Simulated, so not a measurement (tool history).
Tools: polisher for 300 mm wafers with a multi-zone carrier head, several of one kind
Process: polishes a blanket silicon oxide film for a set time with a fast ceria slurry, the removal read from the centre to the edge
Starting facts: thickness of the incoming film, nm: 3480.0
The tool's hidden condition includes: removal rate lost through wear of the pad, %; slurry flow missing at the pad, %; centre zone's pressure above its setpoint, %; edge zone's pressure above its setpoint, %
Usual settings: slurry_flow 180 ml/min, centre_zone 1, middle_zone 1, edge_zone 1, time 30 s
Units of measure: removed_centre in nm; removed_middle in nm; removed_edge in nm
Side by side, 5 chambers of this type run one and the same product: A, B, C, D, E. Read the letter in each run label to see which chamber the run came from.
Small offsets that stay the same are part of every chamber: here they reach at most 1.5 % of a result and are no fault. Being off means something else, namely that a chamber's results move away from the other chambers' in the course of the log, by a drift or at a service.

run	day	slurry_flow	centre_zone	middle_zone	edge_zone	time	wafers polished on this pad	hours since the slurry nozzle was cleaned	hours since the centre zone pressure was calibrated	hours since the edge zone pressure was calibrated	removed_centre	removed_middle	removed_edge
1E	0.183	180	1	1	1	30	826	7.2	1140.4	203.7	276.67	281.09	280.28
# day 0.412: chamber C: centre zone pressure recalibrated
2C	0.462	180	1	1	1	30	301	270.7	1.3	241.3	273.8	275.11	281.95
# day 0.475: chamber E: worn pad replaced by a new one
3B	0.738	180	1	1	1	30	1190	559.3	510.2	106.2	273.43	274.82	280.56
# day 0.962: chamber A: worn pad replaced by a new one
4D	1.033	180	1	1	1	30	371	255.7	522.1	617.5	278.39	282.85	280.88
# day 1.1: chamber C: worn pad replaced by a new one
5A	1.325	180	1.09	1	1	20	108	95.8	121.5	275.4	201.27	185.97	183.96
6A	1.508	180	1.09	1	1	20	162	100.2	125.9	279.8	204.07	184.53	181.19
# day 1.617: chamber B: worn pad replaced by a new one
# day 1.671: chamber B: slurry nozzle cleaned
7B	1.771	180	1.09	1	1	20	46	2.4	535	131	203.96	179.75	190.52
8D	1.917	180	1.09	1	1	20	633	276.9	543.3	638.7	200.99	186.88	184.54
9C	2.079	180	1.09	1	1	20	290	309.5	40.1	280.1	205.11	183.84	183.47
10E	2.342	180	1	0.89	1	30	553	59	1192.2	255.5	277.22	251.95	267.71
11B	2.496	180	1	0.89	1	30	261	19.8	552.4	148.4	277.95	244.46	281.03
12E	2.654	180	1	0.89	1	30	645	66.5	1199.7	263	272.79	254.87	276.17
13A	2.879	180	1	0.89	1	30	568	133.1	158.8	312.7	272.75	248.52	272.2
# day 2.883: chamber C: worn pad replaced by a new one
14D	3.158	180	1	0.89	1	30	1000	306.7	573.1	668.5	275.48	252.42	274.24
# day 3.233: chamber B: centre zone pressure recalibrated
15C	3.346	180	1	1	1	30	137	339.9	70.5	310.5	280.33	279.69	278.31
# day 3.383: chamber E: worn pad replaced by a new one
# day 3.542: chamber A: worn pad replaced by a new one
16A	3.633	180	1	1	1	30	27	151.2	176.9	330.8	270.96	276.48	274.77
17B	3.792	125	1	1	1	30	644	50.9	13.4	179.5	285.73	257.74	265.18
# day 3.8: chamber A: edge zone pressure recalibrated
18C	4.083	125	1	1	1	30	355	357.6	88.2	328.2	257.46	265.1	263.16
# day 4.092: chamber E: centre zone pressure recalibrated
19D	4.333	125	1	1	1	30	1348	334.9	601.3	696.7	254.37	267.38	264.95
20E	4.488	125	1	1	1	30	327	110.5	9.5	307	257.72	263.28	258.47
# day 4.612: chamber C: worn pad replaced by a new one
21E	4.767	125	1	1	1	30	410	117.2	16.2	313.7	255.68	257.27	263.24
22D	5.071	180	1	1	1	30	1567	352.6	619	714.4	275.24	283.15	276.17
23C	5.288	180	1	1	0.95	30	201	386.5	117.1	357.1	276.49	277.87	271.16
# day 5.304: chamber D: worn pad replaced by a new one
# day 5.438: chamber D: slurry nozzle cleaned
24B	5.517	180	1	1	0.95	30	1155	92.3	54.8	220.9	307.65	274.81	273.41
25A	5.725	180	1	1	0.95	30	647	201.4	227.1	46.2	266.28	278.78	267.63
26D	5.883	180	1	1	0.95	30	171	10.8	638.5	733.9	276.09	283.36	271.53
27B	6.062	180	1	1	0.95	30	1317	105.4	67.9	234	309.9	268.53	276.47
# day 6.121: chamber A: worn pad replaced by a new one
28E	6.304	180	1	1	1	30	865	154.1	53.1	350.6	281.74	282.38	278.83
29A	6.517	180	1	1	1	30	117	220.4	246.1	65.2	275.25	275.8	281.68
# day 6.562: chamber B: worn pad replaced by a new one
# day 6.754: chamber C: worn pad replaced by a new one
30C	6.796	180	0.95	1	1	30	13	422.7	153.3	393.3	267.59	279.7	273.66
# day 6.954: chamber E: worn pad replaced by a new one
31E	6.975	180	0.95	1	1	30	7	170.2	69.2	366.7	265.78	282.53	274.16
32A	7.167	180	0.95	1	1	30	309	236	261.7	80.8	258.92	273.98	271.11
33C	7.3	180	0.95	1	1	30	162	434.8	165.4	405.4	265.14	273.05	280.66
34B	7.6	180	0.95	1	1	30	308	142.3	104.8	270.9	297.51	279.2	280.18
35D	7.762	180	1	1	1	30	728	55.9	683.6	779	276.61	278.16	276.83
36C	7.967	180	1	1	1	30	359	450.8	181.4	421.4	286.99	280.53	281.28
37A	8.146	180	1	1	1	30	599	259.5	285.2	104.3	279.76	283.13	272.79
38D	8.338	180	1	1	1	30	898	69.7	697.4	792.8	278	274.76	280.25

Is one chamber off against the others, does the gauge drift, or is nothing wrong? If a chamber is off, say which, and what the likeliest cause is.

After it was serviced, chamber B no longer matches the other chambers.
Likeliest cause: centre zone's pressure above its setpoint, % = 11.1.

Which of the 4 candidates below, each the usual settings with something changed and its results left as question marks, puts chamber B back in line with what the other chambers give on the usual settings?
Allowed miss from the other chambers' usual-settings mean, per result, to count as in line: removed_centre 12 nm; removed_middle 12 nm; removed_edge 14 nm
39B-1	8.558	175	0.92	1.04	1.02	29					?	?	?
39B-2	8.558	180	1.03	0.99	1	30					?	?	?
39B-3	8.558	180	0.97	1.01	1	30					?	?	?
39B-4	8.558	185	1.08	0.96	0.98	31					?	?	?

The other chambers' mean on the usual settings: removed_centre 276.01 nm; removed_middle 279.1 nm; removed_edge 275.96 nm
run	removed_centre	removed_middle	removed_edge
39B-1	270.96	274.39	269.59
39B-2	318.6	272.16	277.1
39B-3	298.48	277.39	277.02
39B-4	348.17	274.4	284.33
With 39B-1, the chamber falls back in line with the rest.
